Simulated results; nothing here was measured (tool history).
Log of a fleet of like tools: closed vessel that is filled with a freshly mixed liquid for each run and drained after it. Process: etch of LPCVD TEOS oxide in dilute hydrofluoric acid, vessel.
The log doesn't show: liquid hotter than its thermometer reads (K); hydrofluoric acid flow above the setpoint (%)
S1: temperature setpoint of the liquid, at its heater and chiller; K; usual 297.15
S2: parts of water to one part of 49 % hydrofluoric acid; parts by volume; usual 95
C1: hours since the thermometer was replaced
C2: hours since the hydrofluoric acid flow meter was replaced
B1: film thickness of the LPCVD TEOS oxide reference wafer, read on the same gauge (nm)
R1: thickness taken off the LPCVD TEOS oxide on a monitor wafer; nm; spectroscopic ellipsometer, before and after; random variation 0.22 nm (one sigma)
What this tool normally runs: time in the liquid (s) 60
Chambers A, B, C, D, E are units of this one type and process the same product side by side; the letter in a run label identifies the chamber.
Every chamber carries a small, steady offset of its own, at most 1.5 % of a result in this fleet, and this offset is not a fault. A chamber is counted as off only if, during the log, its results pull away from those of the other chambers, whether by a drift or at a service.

Run 1C, hour 11.1: usual settings; C1 1360.8; C2 839.4; B1 140.02. Result: R1 27.081 nm.
At hour 15.8: chamber B: hydrofluoric acid flow meter replaced.
At hour 22.4: chamber A: thermometer replaced.
Run 2D, hour 23.3: usual settings; C1 1561.5; C2 81.0; B1 139.99. Result: R1 27.147 nm.
Run 3B, hour 31.3: usual settings; C1 592.7; C2 15.5; B1 140.03. Result: R1 27.354 nm.
Run 4E, hour 41.5: usual settings; C1 1880.6; C2 691.0; B1 140.00. Result: R1 27.286 nm.
Run 5A, hour 53.2: usual settings; C1 30.9; C2 512.0; B1 140.02. Result: R1 27.521 nm.
Run 6B, hour 63.6: usual settings; C1 625.0; C2 47.8; B1 139.97. Result: R1 26.944 nm.
Run 7C, hour 71.1: usual settings; C1 1420.8; C2 899.4; B1 139.98. Result: R1 26.877 nm.
At hour 76.1: chamber E: hydrofluoric acid flow meter replaced.
Run 8D, hour 83.0: usual settings; C1 1621.2; C2 140.7; B1 140.02. Result: R1 27.321 nm.
Run 9E, hour 90.0: usual settings; C1 1929.1; C2 14.0; B1 139.99. Result: R1 27.249 nm.
Run 10A, hour 97.1: usual settings; C1 74.8; C2 555.9; B1 140.01. Result: R1 27.744 nm.
Run 11D, hour 103.7: usual settings; C1 1641.9; C2 161.4; B1 140.00. Result: R1 27.446 nm.
Run 12A, hour 115.5: usual settings; C1 93.2; C2 574.3; B1 140.01. Result: R1 27.979 nm.
Run 13B, hour 121.0: usual settings but time in the liquid (s) 35; C1 682.4; C2 105.2; B1 140.04. Result: R1 15.375 nm.
Run 14E, hour 131.7: usual settings but time in the liquid (s) 35; C1 1970.8; C2 55.7; B1 140.02. Result: R1 15.748 nm.
Run 15C, hour 137.9: usual settings but time in the liquid (s) 35; C1 1487.6; C2 966.2; B1 139.97. Result: R1 15.924 nm.
Run 16E, hour 143.5: usual settings but time in the liquid (s) 35; C1 1982.6; C2 67.5; B1 140.00. Result: R1 16.043 nm.
Run 17A, hour 148.8: usual settings but time in the liquid (s) 35; C1 126.5; C2 607.6; B1 139.99. Result: R1 16.093 nm.
Run 18D, hour 156.9: usual settings; C1 1695.1; C2 214.6; B1 139.96. Result: R1 27.038 nm.
Run 19C, hour 166.7: usual settings; C1 1516.4; C2 995.0; B1 140.01. Result: R1 27.175 nm.
Run 20B, hour 176.3: usual settings but S1 301.15 K, S2 45 parts by volume; C1 737.7; C2 160.5; B1 139.97. Result: R1 72.850 nm.
Run 21C, hour 185.2: usual settings but S1 301.15 K, S2 45 parts by volume; C1 1534.9; C2 1013.5; B1 139.98. Result: R1 72.916 nm.
Run 22B, hour 194.6: usual settings but S1 301.15 K, S2 45 parts by volume; C1 756.0; C2 178.8; B1 140.01. Result: R1 73.690 nm.
Run 23A, hour 203.1: usual settings but S1 301.15 K, S2 45 parts by volume; C1 180.8; C2 661.9; B1 139.99. Result: R1 73.595 nm.
Run 24E, hour 214.4: usual settings but S1 301.15 K, S2 45 parts by volume; C1 2053.5; C2 138.4; B1 140.01. Result: R1 73.321 nm.
Run 25D, hour 226.1: usual settings; C1 1764.3; C2 283.8; B1 140.00. Result: R1 27.341 nm.
Run 26E, hour 237.9: usual settings; C1 2077.0; C2 161.9; B1 139.97. Result: R1 27.323 nm.
Run 27A, hour 250.0: usual settings; C1 227.7; C2 708.8; B1 139.99. Result: R1 28.711 nm.
Run 28D, hour 258.2: usual settings; C1 1796.4; C2 315.9; B1 140.01. Result: R1 26.874 nm.
Run 29C, hour 270.1: usual settings; C1 1619.8; C2 1098.4; B1 140.04. Result: R1 27.334 nm.
Run 30B, hour 278.1: usual settings; C1 839.5; C2 262.3; B1 139.99. Result: R1 26.719 nm.
Run 31D, hour 283.4: usual settings but S1 294.65 K, time in the liquid (s) 75; C1 1821.6; C2 341.1; B1 140.05. Result: R1 30.529 nm.
Run 32E, hour 295.2: usual settings but S1 294.65 K, time in the liquid (s) 75; C1 2134.3; C2 219.2; B1 139.99. Result: R1 30.963 nm.
Run 33A, hour 300.9: usual settings but S1 294.65 K, time in the liquid (s) 75; C1 278.6; C2 759.7; B1 139.93. Result: R1 33.246 nm.
Run 34B, hour 307.0: usual settings but S1 294.65 K, time in the liquid (s) 75; C1 868.4; C2 291.2; B1 140.02. Result: R1 30.371 nm.
Run 35C, hour 312.6: usual settings but S1 294.65 K, time in the liquid (s) 75; C1 1662.3; C2 1140.9; B1 139.96. Result: R1 30.763 nm.
Run 36D, hour 319.3: usual settings; C1 1857.5; C2 377.0; B1 140.00. Result: R1 27.383 nm.
Run 37B, hour 328.9: usual settings; C1 890.3; C2 313.1; B1 140.04. Result: R1 26.804 nm.
Run 38A, hour 338.3: usual settings; C1 316.0; C2 797.1; B1 140.02. Result: R1 29.485 nm.
Run 39E, hour 348.7: usual settings; C1 2187.8; C2 272.7; B1 140.02. Result: R1 27.205 nm.

Next, every chamber runs the same settings. What will each give?
Run 40A, hour 357.5: usual settings but S1 292.65 K. Result: R1 ?.
Run 40B, hour 357.5: usual settings but S1 292.65 K. Result: R1 ?.
Run 40C, hour 357.5: usual settings but S1 292.65 K. Result: R1 ?.
Run 40D, hour 357.5: usual settings but S1 292.65 K. Result: R1 ?.
Run 40E, hour 357.5: usual settings but S1 292.65 K. Result: R1 ?.

run      R1
40A  24.588
40B  22.342
40C  22.654
40D  22.724
40E  22.607
